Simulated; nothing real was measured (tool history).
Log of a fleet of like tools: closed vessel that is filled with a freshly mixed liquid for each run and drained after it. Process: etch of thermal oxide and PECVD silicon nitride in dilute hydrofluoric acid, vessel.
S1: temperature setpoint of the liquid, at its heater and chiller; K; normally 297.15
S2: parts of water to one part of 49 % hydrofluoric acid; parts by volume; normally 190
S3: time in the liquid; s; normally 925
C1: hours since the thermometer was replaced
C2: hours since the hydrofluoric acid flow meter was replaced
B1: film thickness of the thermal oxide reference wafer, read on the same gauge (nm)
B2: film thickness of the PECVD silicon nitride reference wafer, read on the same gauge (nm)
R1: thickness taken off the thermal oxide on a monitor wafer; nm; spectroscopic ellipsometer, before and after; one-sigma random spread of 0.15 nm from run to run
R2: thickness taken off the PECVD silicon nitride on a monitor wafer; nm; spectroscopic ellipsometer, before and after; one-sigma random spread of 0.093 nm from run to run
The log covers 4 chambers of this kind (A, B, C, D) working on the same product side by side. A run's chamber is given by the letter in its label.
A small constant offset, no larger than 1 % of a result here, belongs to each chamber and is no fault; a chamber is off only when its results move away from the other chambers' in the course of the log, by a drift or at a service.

run,hour,S1,S2,S3,C1,C2,B1,B2,R1,R2
1C,5.4,297.15,190,925,1476.4,126,60.008,89.992,20.834,27.811
2D,14.7,297.15,190,925,1083.5,420.6,59.98,89.994,21.36,28.249
3A,22.2,297.15,190,925,231.6,577.9,60.039,89.993,21.191,27.787
4B,32.7,297.15,190,925,722.1,47.8,60.052,89.975,20.834,27.924
5B,38.4,297.15,190,925,727.8,53.5,60.025,90.01,21.033,27.895
6D,43.7,297.15,190,925,1112.5,449.6,59.93,89.976,21.259,28.149
7A,52.1,297.15,280,925,261.5,607.8,60.002,90.024,13.081,18.923
8C,61.2,297.15,280,925,1532.2,181.8,60.021,90.004,13.002,18.921
9B,71.6,297.15,280,925,761,86.7,59.984,89.98,12.797,19.242
10D,81.9,297.15,280,925,1150.7,487.8,60.032,89.984,13.112,19.038
11C,89,297.15,190,925,1560,209.6,60.014,90.018,21.307,27.8
12A,96.1,297.15,190,925,305.5,651.8,60.029,90.002,20.417,27.236
13D,103.8,297.15,190,925,1172.6,509.7,60.024,90.031,21.288,28.135
14C,114.6,297.15,190,925,1585.6,235.2,60.001,89.989,20.762,27.731
15B,126,297.15,190,925,815.4,141.1,60.039,89.988,20.834,27.874
16A,132.9,297.15,190,925,342.3,688.6,59.978,90.01,20.215,26.816
17C,143.4,297.15,190,925,1614.4,264,59.996,90.004,21.025,27.651
18A,152.1,301.15,190,925,361.5,707.8,60.033,90.012,22.958,34.143
19D,160.6,301.15,190,925,1229.4,566.5,60.016,90.018,24.295,36.103
20B,167.2,301.15,190,925,856.6,182.3,60.008,90.009,24.119,36.004
21D,178.3,301.15,190,925,1247.1,584.2,60.038,89.971,24.432,36.181
22A,187.5,297.15,190,1100,396.9,743.2,60.021,89.983,23.209,31.457
23B,195.2,297.15,190,1100,884.6,210.3,59.955,90.013,24.658,33.063
# hour 201.4: chamber D: hydrofluoric acid flow meter replaced
24C,203.4,297.15,190,1100,1674.4,324,60.009,90.013,25.3,33.033
25C,210.1,297.15,190,1100,1681.1,330.7,60.005,89.992,25.094,32.974
26A,219.5,297.15,190,925,428.9,775.2,60.019,89.972,19.353,25.954
27B,231.5,297.15,190,925,920.9,246.6,59.979,90.032,20.787,27.848
28D,239,297.15,190,925,1307.8,37.7,59.979,90.009,21.478,28.018

Has any chamber moved away from the others, gradually or after a service, or does the common gauge drift, or do the chambers differ only by their own small steady offsets? State the chamber and the most likely cause if one applies.

One chamber, A, drifts off from the rest bit by bit.
Likeliest cause: hydrofluoric acid flow below the setpoint (%) = 8.21.

Here are 4 candidates for chamber A's next run, each the usual settings with a change, their results left as question marks. Which one brings its results back in line with what the others give on the usual settings?
Maximum distance from the other chambers' mean on the usual settings for a result to count as in line: R1 0.53 nm; R2 0.33 nm
29A-1,247.6,297.15,180,960,,,,,?,?
29A-2,247.6,297.15,195,910,,,,,?,?
29A-3,247.6,297.15,200,890,,,,,?,?
29A-4,247.6,297.15,185,940,,,,,?,?

What the other chambers average on the usual settings: R1 21.043 nm; R2 27.935 nm
run,R1,R2
29A-1,20.95,28.062
29A-2,18.018,24.58
29A-3,17.084,23.446
29A-4,19.844,26.745
Change 29A-1 lands the chamber within the allowed miss of the other chambers.

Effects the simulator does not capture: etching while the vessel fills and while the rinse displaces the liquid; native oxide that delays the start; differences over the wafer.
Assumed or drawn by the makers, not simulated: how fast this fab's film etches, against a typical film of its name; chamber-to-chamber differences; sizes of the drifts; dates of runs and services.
